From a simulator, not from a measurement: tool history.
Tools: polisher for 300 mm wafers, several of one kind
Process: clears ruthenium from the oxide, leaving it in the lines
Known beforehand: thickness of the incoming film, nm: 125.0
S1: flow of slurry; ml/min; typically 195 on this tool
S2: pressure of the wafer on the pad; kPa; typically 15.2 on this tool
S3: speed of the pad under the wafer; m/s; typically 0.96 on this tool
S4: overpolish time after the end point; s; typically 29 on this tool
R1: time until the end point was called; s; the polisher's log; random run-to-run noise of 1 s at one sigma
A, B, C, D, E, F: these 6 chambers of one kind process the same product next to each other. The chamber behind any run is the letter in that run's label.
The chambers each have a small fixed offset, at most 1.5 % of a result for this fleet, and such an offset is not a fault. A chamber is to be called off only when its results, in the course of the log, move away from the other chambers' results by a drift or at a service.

run 1C hour=15.7 | S1=195 S2=15.2 S3=0.96 S4=29 | R1=99.622
run 2D hour=23.8 | S1=195 S2=15.2 S3=0.96 S4=29 | R1=99.729
-- hour=27.6 chamber D: worn pad replaced by a new one
-- hour=29.4 chamber F: worn pad replaced by a new one
run 3F hour=30.9 | S1=195 S2=15.2 S3=0.96 S4=29 | R1=101.8
-- hour=40.8 chamber C: worn pad replaced by a new one
run 4B hour=43.6 | S1=195 S2=15.2 S3=0.96 S4=29 | R1=101.39
-- hour=51.2 chamber B: worn pad replaced by a new one
run 5E hour=57.1 | S1=195 S2=15.2 S3=0.96 S4=29 | R1=100.73
run 6A hour=72.5 | S1=195 S2=15.2 S3=0.96 S4=29 | R1=103.37
-- hour=73.8 chamber B: head pressure recalibrated
run 7D hour=83.5 | S1=195 S2=15.2 S3=0.96 S4=29 | R1=101.61
run 8B hour=98.7 | S1=195 S2=15.2 S3=0.96 S4=29 | R1=99.785
-- hour=100.4 chamber E: slurry nozzle cleaned
run 9A hour=110.6 | S1=155 S2=20.7 S3=0.96 S4=29 | R1=77.418
-- hour=111 chamber C: head pressure recalibrated
run 10C hour=120 | S1=155 S2=20.7 S3=0.96 S4=29 | R1=76.814
-- hour=123.9 chamber E: worn pad replaced by a new one
run 11E hour=128.7 | S1=155 S2=20.7 S3=0.96 S4=29 | R1=75.759
-- hour=137.1 chamber F: worn pad replaced by a new one
run 12F hour=144.3 | S1=155 S2=20.7 S3=0.96 S4=29 | R1=75.194
run 13B hour=154.6 | S1=155 S2=20.7 S3=0.96 S4=29 | R1=75.062
-- hour=160.9 chamber A: worn pad replaced by a new one
run 14D hour=166.6 | S1=155 S2=20.7 S3=0.96 S4=29 | R1=75.819
-- hour=176.3 chamber C: slurry nozzle cleaned
run 15A hour=177.9 | S1=195 S2=15.2 S3=0.96 S4=29 | R1=100.94
-- hour=180.7 chamber F: slurry nozzle cleaned
-- hour=185.9 chamber D: slurry nozzle cleaned
run 16E hour=191.4 | S1=195 S2=15.2 S3=0.96 S4=29 | R1=99.841
-- hour=198.1 chamber B: worn pad replaced by a new one
run 17C hour=203.1 | S1=195 S2=15.2 S3=0.96 S4=29 | R1=100.23
-- hour=203.6 chamber C: worn pad replaced by a new one
run 18F hour=218.6 | S1=195 S2=15.2 S3=0.96 S4=29 | R1=98.755
-- hour=232.3 chamber D: worn pad replaced by a new one
run 19D hour=233 | S1=195 S2=15.2 S3=0.96 S4=29 | R1=100.35
-- hour=244.5 chamber F: worn pad replaced by a new one
run 20A hour=246.4 | S1=195 S2=15.2 S3=0.96 S4=29 | R1=100.45
-- hour=254.6 chamber E: head pressure recalibrated
run 21C hour=260.9 | S1=195 S2=15.2 S3=0.96 S4=29 | R1=100.78
run 22B hour=272.1 | S1=195 S2=15.2 S3=0.96 S4=29 | R1=98.732
run 23E hour=287.3 | S1=195 S2=15.2 S3=0.96 S4=29 | R1=101.16
run 24F hour=302 | S1=195 S2=15.2 S3=0.96 S4=29 | R1=95.455
-- hour=304.6 chamber E: worn pad replaced by a new one
run 25C hour=317.4 | S1=195 S2=15.2 S3=0.96 S4=29 | R1=101.64
-- hour=320.7 chamber B: worn pad replaced by a new one
run 26F hour=326.2 | S1=195 S2=15.2 S3=0.96 S4=29 | R1=94.383
run 27E hour=336.8 | S1=195 S2=15.2 S3=0.96 S4=29 | R1=100.13
run 28A hour=347.3 | S1=195 S2=15.2 S3=0.96 S4=29 | R1=100.71
run 29B hour=360.8 | S1=195 S2=15.2 S3=0.96 S4=29 | R1=98.909
-- hour=361.7 chamber F: worn pad replaced by a new one
-- hour=366.1 chamber C: worn pad replaced by a new one
run 30D hour=375.3 | S1=195 S2=15.2 S3=0.96 S4=29 | R1=101.07
run 31F hour=383.4 | S1=195 S2=15.2 S3=0.96 S4=29 | R1=91.287
-- hour=388 chamber A: slurry nozzle cleaned
run 32E hour=398.3 | S1=220 S2=15.2 S3=0.96 S4=39 | R1=99.932
run 33C hour=408.8 | S1=220 S2=15.2 S3=0.96 S4=39 | R1=99.358
run 34A hour=416.8 | S1=220 S2=15.2 S3=0.96 S4=39 | R1=98.814
-- hour=416.9 chamber A: worn pad replaced by a new one
-- hour=426.5 chamber B: slurry nozzle cleaned
run 35B hour=427.7 | S1=220 S2=15.2 S3=0.96 S4=39 | R1=96.562
-- hour=440.1 chamber A: head pressure recalibrated
run 36D hour=441.3 | S1=220 S2=15.2 S3=0.96 S4=39 | R1=100.5
run 37A hour=457.3 | S1=220 S2=15.2 S3=0.96 S4=39 | R1=100.83

Read the log: is a single chamber off, either drifting away or since a service, is the gauge that measures every chamber drifting, or is nothing wrong beyond small per-chamber offsets? Name any odd chamber and what most likely caused it.

Little by little, chamber F moves away from the other chambers.
Most likely cause: head's pressure above its setpoint, % = 12.3.

Chamber F could run next with any of the 4 candidate recipes listed below; each alters the usual settings, and their results appear as question marks. Which one brings its results back in line with what the other chambers deliver on the usual settings?
To be in line, a result may differ from the other chambers' mean on the usual settings by at most: R1 3.6 s
run 38F-1 hour=469 | S1=195 S2=15.2 S3=1.06 S4=29 | R1=?
run 38F-2 hour=469 | S1=195 S2=16.5 S3=1.04 S4=29 | R1=?
run 38F-3 hour=469 | S1=195 S2=15.2 S3=0.8 S4=29 | R1=?
run 38F-4 hour=469 | S1=190 S2=15.2 S3=0.86 S4=29 | R1=?

Usual-settings mean across the other chambers: R1 100.78 s
run=38F-1 R1=81.936
run=38F-2 R1=76.525
run=38F-3 R1=108.33
run=38F-4 R1=101.21
38F-4 puts the chamber back in line with the other chambers.
